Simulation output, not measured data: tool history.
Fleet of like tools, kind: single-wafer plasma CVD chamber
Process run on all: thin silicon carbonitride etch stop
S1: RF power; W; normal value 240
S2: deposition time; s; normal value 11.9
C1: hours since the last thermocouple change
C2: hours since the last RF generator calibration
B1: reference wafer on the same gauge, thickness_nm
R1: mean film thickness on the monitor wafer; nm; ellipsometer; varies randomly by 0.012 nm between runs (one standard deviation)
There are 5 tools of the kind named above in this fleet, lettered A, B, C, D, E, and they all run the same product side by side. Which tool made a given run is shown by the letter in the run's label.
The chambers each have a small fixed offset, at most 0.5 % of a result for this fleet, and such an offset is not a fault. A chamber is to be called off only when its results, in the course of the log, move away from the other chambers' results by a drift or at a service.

run 1A hour=12.6 | S1=240 S2=11.9 | C1=124.5 C2=1199.7 | B1=7.0767 | R1=7.1894
run 2E hour=22.3 | S1=240 S2=11.9 | C1=275.4 C2=793.7 | B1=7.0711 | R1=7.1784
run 3D hour=29.9 | S1=240 S2=11.9 | C1=1041.9 C2=665.3 | B1=7.0709 | R1=7.1651
run 4C hour=37.2 | S1=240 S2=11.9 | C1=1047.3 C2=554.3 | B1=7.0735 | R1=7.1653
run 5B hour=51.1 | S1=240 S2=11.9 | C1=612.5 C2=868.3 | B1=7.0783 | R1=7.1235
run 6A hour=60.4 | S1=240 S2=11.9 | C1=172.3 C2=1247.5 | B1=7.0765 | R1=7.1999
run 7C hour=74.2 | S1=240 S2=11.9 | C1=1084.3 C2=591.3 | B1=7.0798 | R1=7.1605
run 8B hour=81.6 | S1=240 S2=11.9 | C1=643 C2=898.8 | B1=7.077 | R1=7.1552
run 9E hour=94.3 | S1=240 S2=11.9 | C1=347.4 C2=865.7 | B1=7.0805 | R1=7.1606
run 10D hour=100.4 | S1=240 S2=11.9 | C1=1112.4 C2=735.8 | B1=7.0832 | R1=7.1438
run 11E hour=109.1 | S1=240 S2=11.9 | C1=362.2 C2=880.5 | B1=7.083 | R1=7.1707
run 12C hour=120.7 | S1=240 S2=11.9 | C1=1130.8 C2=637.8 | B1=7.0879 | R1=7.1953
run 13B hour=127.9 | S1=275 S2=13.1 | C1=689.3 C2=945.1 | B1=7.0853 | R1=8.2
run 14D hour=135.5 | S1=275 S2=13.1 | C1=1147.5 C2=770.9 | B1=7.0891 | R1=8.2313
run 15A hour=147.3 | S1=275 S2=13.1 | C1=259.2 C2=1334.4 | B1=7.0883 | R1=8.2873
run 16D hour=158.3 | S1=275 S2=13.1 | C1=1170.3 C2=793.7 | B1=7.0898 | R1=8.2118
run 17B hour=167.4 | S1=275 S2=13.1 | C1=728.8 C2=984.6 | B1=7.0909 | R1=8.1805
run 18E hour=175.5 | S1=240 S2=11.9 | C1=428.6 C2=946.9 | B1=7.0917 | R1=7.1978
-- hour=183.4 chamber C: thermocouple changed; heater temperature recalibrated
run 19C hour=186.3 | S1=240 S2=11.9 | C1=3 C2=703.4 | B1=7.095 | R1=7.2036
run 20A hour=196.7 | S1=240 S2=10 | C1=308.6 C2=1383.8 | B1=7.0954 | R1=6.0714
-- hour=198.9 chamber D: thermocouple changed; heater temperature recalibrated
run 21C hour=202.7 | S1=240 S2=10 | C1=19.4 C2=719.8 | B1=7.0973 | R1=6.043
run 22B hour=211.1 | S1=240 S2=10 | C1=772.5 C2=1028.3 | B1=7.0975 | R1=6.0235
run 23E hour=223.3 | S1=240 S2=10 | C1=476.4 C2=994.7 | B1=7.0997 | R1=6.0468
run 24D hour=235.6 | S1=240 S2=10 | C1=36.8 C2=871 | B1=7.0999 | R1=6.015
run 25A hour=248.4 | S1=240 S2=11.9 | C1=360.3 C2=1435.5 | B1=7.1007 | R1=7.2443
run 26A hour=262.2 | S1=260 S2=12.7 | C1=374.1 C2=1449.3 | B1=7.1004 | R1=7.9121
run 27E hour=268.5 | S1=260 S2=12.7 | C1=521.6 C2=1039.9 | B1=7.1045 | R1=7.8857
run 28D hour=277.1 | S1=260 S2=12.7 | C1=78.3 C2=912.5 | B1=7.1054 | R1=7.816
run 29B hour=289.8 | S1=260 S2=12.7 | C1=851.2 C2=1107 | B1=7.108 | R1=7.8306
run 30C hour=297.8 | S1=260 S2=12.7 | C1=114.5 C2=814.9 | B1=7.108 | R1=7.881
run 31A hour=305.4 | S1=240 S2=11.9 | C1=417.3 C2=1492.5 | B1=7.1047 | R1=7.2414
-- hour=312.9 chamber E: RF generator calibrated
run 32D hour=314.1 | S1=240 S2=11.9 | C1=115.3 C2=949.5 | B1=7.1106 | R1=7.1671
run 33E hour=325.5 | S1=240 S2=11.9 | C1=578.6 C2=12.7 | B1=7.1121 | R1=7.219
run 34C hour=336.7 | S1=240 S2=11.9 | C1=153.4 C2=853.8 | B1=7.1115 | R1=7.2203
run 35B hour=343.9 | S1=240 S2=11.9 | C1=905.3 C2=1161.1 | B1=7.1167 | R1=7.1702
run 36B hour=351 | S1=240 S2=11.9 | C1=912.4 C2=1168.2 | B1=7.1152 | R1=7.1832
run 37A hour=358.9 | S1=240 S2=11.9 | C1=470.8 C2=1546 | B1=7.1182 | R1=7.2365
run 38C hour=368.6 | S1=240 S2=11.9 | C1=185.3 C2=885.7 | B1=7.1163 | R1=7.224
run 39E hour=376.8 | S1=240 S2=11.9 | C1=629.9 C2=64 | B1=7.1192 | R1=7.235
run 40D hour=383.6 | S1=240 S2=11.9 | C1=184.8 C2=1019 | B1=7.118 | R1=7.1803

Next, all 5 chambers run the settings below, one line each with question marks for the results. What does each chamber give?
run 41A hour=393.7 | S1=240 S2=11.9 | R1=?
run 41B hour=393.7 | S1=240 S2=11.9 | R1=?
run 41C hour=393.7 | S1=240 S2=11.9 | R1=?
run 41D hour=393.7 | S1=240 S2=11.9 | R1=?
run 41E hour=393.7 | S1=240 S2=11.9 | R1=?

run=41A R1=7.2447
run=41B R1=7.2029
run=41C R1=7.21
run=41D R1=7.1813
run=41E R1=7.2212

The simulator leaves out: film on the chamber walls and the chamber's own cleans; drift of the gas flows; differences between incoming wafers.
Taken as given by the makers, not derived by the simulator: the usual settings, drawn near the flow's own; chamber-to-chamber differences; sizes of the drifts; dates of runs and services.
